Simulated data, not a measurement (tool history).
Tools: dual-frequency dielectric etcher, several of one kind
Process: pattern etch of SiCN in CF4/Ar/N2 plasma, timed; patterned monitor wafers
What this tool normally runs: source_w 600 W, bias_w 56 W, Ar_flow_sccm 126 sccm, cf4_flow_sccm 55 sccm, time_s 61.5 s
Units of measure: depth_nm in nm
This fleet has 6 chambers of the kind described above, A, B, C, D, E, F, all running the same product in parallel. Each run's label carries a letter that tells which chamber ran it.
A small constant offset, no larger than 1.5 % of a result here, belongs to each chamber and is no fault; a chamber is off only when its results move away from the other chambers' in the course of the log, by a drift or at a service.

run   hour  source_w  bias_w  Ar_flow_sccm  cf4_flow_sccm  time_s  read-back reference wafer on the same gauge, depth_nm  depth_nm
       8.1  -- chamber A: wet clean of the chamber
 1E   11.5       600      56           126             55    61.5                                                 62.509    57.902
 2A   21.9       600      56           126             55    61.5                                                 62.465    57.837
      31.7  -- chamber A: CF4 flow controller replaced
 3C   32.2       600      56           126             55    61.5                                                 62.518    56.961
 4D   38.4       600      56           126             55    61.5                                                 62.482    57.539
 5B     46       600      56           126             55    61.5                                                 62.496    57.189
 6F   56.5       600      56           126             55    61.5                                                 62.455    58.148
 7D   66.7       600      56           126             55    61.5                                                  62.49    57.483
 8C   73.2       600      56           126             55    61.5                                                 62.486    56.889
 9E     85       600      56           126             55    61.5                                                 62.482    57.731
10B   93.7       600      56           126             55    61.5                                                 62.479    57.456
11F   99.8       530      56           126             61    61.5                                                 62.513    53.301
     105.8  -- chamber C: Ar flow controller replaced
12A    107       530      56           126             61    61.5                                                 62.497    52.735
13C  112.4       530      56           126             61    61.5                                                 62.486    51.872
14B  119.1       530      56           126             61    61.5                                                 62.551    52.553
15D  129.4       530      56           126             61    61.5                                                 62.504    52.643
16A  135.2       530      56           126             61    61.5                                                  62.48    52.595
17E  143.3       600      56           126             55    61.5                                                 62.525    57.905
     148.7  -- chamber B: wet clean of the chamber
18F  152.8       600      56           126             55    61.5                                                 62.521    58.171
     153.8  -- chamber F: wet clean of the chamber
19F  158.5       600      56           126             55    61.5                                                 62.503    58.043
20C  167.8       600      56           126             55    61.5                                                 62.495    56.832
21A  177.1       600      56           126             55    61.5                                                 62.421    57.356
22D  184.9       600      56           126             55    61.5                                                 62.506    57.688
     193.8  -- chamber D: wet clean of the chamber
     196.8  -- chamber E: bias power generator calibrated
23E  197.2       600      56           126             55    61.5                                                 62.503    57.162
24B  202.9       600      56           126             55    61.5                                                 62.501    57.404
25F  211.4       600      56           126             55    61.5                                                 62.497    57.947
26D  217.9       600      56           126             55    61.5                                                 62.466    57.725
27B  229.4       600      56           126             55    61.5                                                 62.511    57.677
28E  238.2       600      56           126             55    61.5                                                  62.47    57.569
29A  250.4       600      56           126             55      48                                                 62.493    44.992
     257.9  -- chamber D: bias power generator calibrated
30C  259.6       600      56           126             55      48                                                 62.463    44.619
31C    270       600      56           126             55      48                                                 62.465    44.428
32F  276.9       600      56           126             55      48                                                 62.458     45.01
33E    287       600      56           126             55      48                                                 62.506    45.016
34D  292.3       600      56           126             55      48                                                 62.536    45.171
35B  301.5       600      56           126             55    61.5                                                 62.554    57.491
36A  313.8       600      56           126             55    61.5                                                 62.428    58.095
37F  326.1       600      56           126             55    61.5                                                 62.506    58.128
38B  331.6       600      56           126             55    61.5                                                 62.537    57.467

Next, all 6 chambers run the settings below, one line each with question marks for the results. What does each chamber give?
39A  340.4       600      56           126             55    61.5                                                                ?
39B  340.4       600      56           126             55    61.5                                                                ?
39C  340.4       600      56           126             55    61.5                                                                ?
39D  340.4       600      56           126             55    61.5                                                                ?
39E  340.4       600      56           126             55    61.5                                                                ?
39F  340.4       600      56           126             55    61.5                                                                ?

run  depth_nm
39A    57.744
39B    57.484
39C    57.205
39D    57.455
39E     57.66
39F    58.028
